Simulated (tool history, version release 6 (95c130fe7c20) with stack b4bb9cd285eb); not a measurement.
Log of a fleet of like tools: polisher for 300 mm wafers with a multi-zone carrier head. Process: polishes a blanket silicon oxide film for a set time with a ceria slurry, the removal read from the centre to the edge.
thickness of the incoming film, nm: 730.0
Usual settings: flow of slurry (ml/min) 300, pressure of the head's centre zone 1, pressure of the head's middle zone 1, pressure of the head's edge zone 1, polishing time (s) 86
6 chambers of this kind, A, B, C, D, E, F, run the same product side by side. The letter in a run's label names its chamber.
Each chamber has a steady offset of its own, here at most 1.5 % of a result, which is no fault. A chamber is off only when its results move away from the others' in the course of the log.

run	hour	flow of slurry (ml/min)	pressure of the head's centre zone	pressure of the head's middle zone	pressure of the head's edge zone	polishing time (s)	wafers polished on this pad	hours since the slurry nozzle was cleaned	hours since the centre zone pressure was calibrated	hours since the edge zone pressure was calibrated	film removed at the wafer's centre (Å)	film removed at mid-radius (Å)	film removed at the wafer's edge (Å)
1F	4.5	300	1	1	1	86	479	71.6	132.1	572.5	2001.9	2056.9	2047.9
2A	9.5	300	1	1	1	86	1099	80.8	618.3	800.9	2053.2	2035.5	2044.7
3B	15.3	300	1	1	1	86	580	569.1	136.1	211	2125.1	2070.2	2053.4
4C	20.1	300	1	1	1	86	687	182.8	1194.1	574.5	2036.8	2023.2	2032.7
# hour 21.4: chamber E: worn pad replaced by a new one
5D	28.9	300	0.94	1	1.12	86	452	171.3	33.4	665.9	1871.1	2022.7	2191.9
# hour 34.6: chamber A: edge zone pressure recalibrated
6E	35.7	300	0.94	1	1.12	86	149	460.5	1100.3	724.2	1897.5	2054.4	2174.3
# hour 36.5: chamber A: centre zone pressure recalibrated
# hour 37.7: chamber A: worn pad replaced by a new one
# hour 41.2: chamber C: worn pad replaced by a new one
7C	42.9	300	0.94	1	1.12	86	18	205.6	1216.9	597.3	1895.8	2079.7	2202.9
# hour 43.4: chamber D: worn pad replaced by a new one
# hour 47.2: chamber C: centre zone pressure recalibrated
8F	47.5	300	0.94	1	1.12	86	927	114.6	175.1	615.5	1898.4	2044.6	2171.3
# hour 47.7: chamber B: worn pad replaced by a new one
9E	52.9	300	0.94	1	1.12	86	328	477.7	1117.5	741.4	1914.8	2052.4	2173.8
10A	58	300	0.94	1	1.12	86	212	129.3	21.5	23.5	1890.6	2051.1	2201.6
11B	64.6	300	1	1	1	86	176	618.4	185.4	260.3	2066.2	2076.8	2058.7
12D	69.3	300	1	1	1	86	270	211.7	73.8	706.3	2011.5	2017.1	2041.4
13F	74.4	300	1	1	1	86	1207	141.5	202	642.4	1979.4	2019.3	2015.6
14A	82	300	1	1	1	86	462	153.3	45.5	47.5	2080.6	2067.7	2063.9
15C	91.4	300	1	1	1	115	523	254.1	44.2	645.8	2749.7	2713.3	2746.4
16D	99.6	300	1	1	1	115	585	242	104.1	736.6	2675.1	2710.3	2674.6
# hour 103.2: chamber D: worn pad replaced by a new one
17B	105.4	300	1	1	1	115	601	659.2	226.2	301.1	2750.2	2744.2	2733.6
18E	112.7	300	1	1	1	115	951	537.5	1177.3	801.2	2741.4	2752.4	2717.1
# hour 115.9: chamber E: slurry nozzle cleaned
19C	121.9	300	1	1	1	115	841	284.6	74.7	676.3	2722	2748.4	2696.8
20F	127.7	300	1	1	1	115	1763	194.8	255.3	695.7	2622.3	2635.7	2540.1
21A	135.4	300	1	1	1	86	1018	206.7	98.9	100.9	2044	2024	2098.1
# hour 143: chamber C: worn pad replaced by a new one
22D	143.8	300	1.06	1	1.05	86	423	286.2	148.3	780.8	2130	2033.5	2095.6
# hour 148.6: chamber D: worn pad replaced by a new one
23E	151.7	300	1.06	1	1.05	86	1358	35.9	1216.3	840.2	2215.9	2056.8	2136.5
# hour 155.4: chamber B: worn pad replaced by a new one
24B	156	300	1.06	1	1.05	86	7	709.8	276.8	351.7	2165.7	2062.5	2097.9
# hour 157.9: chamber E: worn pad replaced by a new one
25B	160.3	300	1.06	1	1.05	86	51	714.1	281.1	356	2229.3	2038.1	2125.3
26E	168.2	300	1.06	1	1.05	86	107	52.4	1232.8	856.7	2204.9	2078.6	2092.1
27D	176	300	1.06	1	1.05	86	285	318.4	180.5	813	2188.1	1999.6	2095.9
# hour 176.8: chamber A: worn pad replaced by a new one
# hour 184: chamber F: edge zone pressure recalibrated
28C	184.8	300	1	1	1	86	436	347.5	137.6	739.2	2041.7	2028.8	2061.2
29F	194.2	300	1	1	1	86	2455	261.3	321.8	10.3	1902	1882.3	1846.8
# hour 199.3: chamber D: worn pad replaced by a new one
30A	202.2	300	1	1	1	86	265	273.5	165.7	167.7	2047	2068.6	2068.8
# hour 204.8: chamber D: slurry nozzle cleaned
31D	207.7	300	1	1	1	86	88	2.9	212.2	844.7	2053.7	2047.8	2051.9
32C	217.1	370	1	1	1	102	772	379.8	169.9	771.5	2446.1	2442.2	2490.8
# hour 222.7: chamber B: edge zone pressure recalibrated
33E	223.5	370	1	1	1	102	683	107.7	1288.1	912	2482.5	2472.9	2475.1
34F	229.6	370	1	1	1	102	2824	296.7	357.2	45.7	2237.7	2233.4	2216
35A	234.4	370	1	1	1	102	601	305.7	197.9	199.9	2474.6	2475.2	2525.4
36B	238.9	370	1	1	1	102	870	792.7	359.7	16.2	2481.8	2472	2495.2
# hour 240.8: chamber B: worn pad replaced by a new one
37F	243.2	370	1	1	1	102	2966	310.3	370.8	59.3	2198.2	2220.7	2189.1
38E	249.1	300	1	1	1	86	950	133.3	1313.7	937.6	2025.4	2072	2021.6
39D	258.2	300	1	1	1	86	614	53.4	262.7	895.2	2043.3	2050.9	2059.7
40B	266.5	300	1	1.08	1	86	268	820.3	387.3	43.8	2047	2192.8	2086

What goes on in this fleet: one chamber off, a drifting gauge, or nothing beyond the chambers' own small offsets? Name the chamber and the cause, if any.

Chamber F drifts away from the others.
Cause: removal rate lost through wear of the pad, % = 11.3.

Here are 4 candidates for chamber F's next run, each the usual settings with a change, their results left as question marks. Which one brings its results back in line with what the others give on the usual settings?
In line means no further than this from the other chambers' mean on the usual settings: film removed at the wafer's centre (Å) 79; film removed at mid-radius (Å) 60; film removed at the wafer's edge (Å) 79
41F-1	273.3	300	0.99	1	1.01	96					?	?	?
41F-2	273.3	295	1.01	1.01	0.98	67					?	?	?
41F-3	273.3	305	0.99	1	1.03	110					?	?	?
41F-4	273.3	300	1.01	1	0.99	76					?	?	?

The other chambers' mean on the usual settings: film removed at the wafer's centre (Å) 2040.6; film removed at mid-radius (Å) 2048.9; film removed at the wafer's edge (Å) 2049.4
run	film removed at the wafer's centre (Å)	film removed at mid-radius (Å)	film removed at the wafer's edge (Å)
41F-1	1996.5	2027.4	2037
41F-2	1421.7	1425.3	1397.7
41F-3	2291.7	2326.6	2360.9
41F-4	1615.4	1604.9	1596
41F-1 brings the chamber back in line.

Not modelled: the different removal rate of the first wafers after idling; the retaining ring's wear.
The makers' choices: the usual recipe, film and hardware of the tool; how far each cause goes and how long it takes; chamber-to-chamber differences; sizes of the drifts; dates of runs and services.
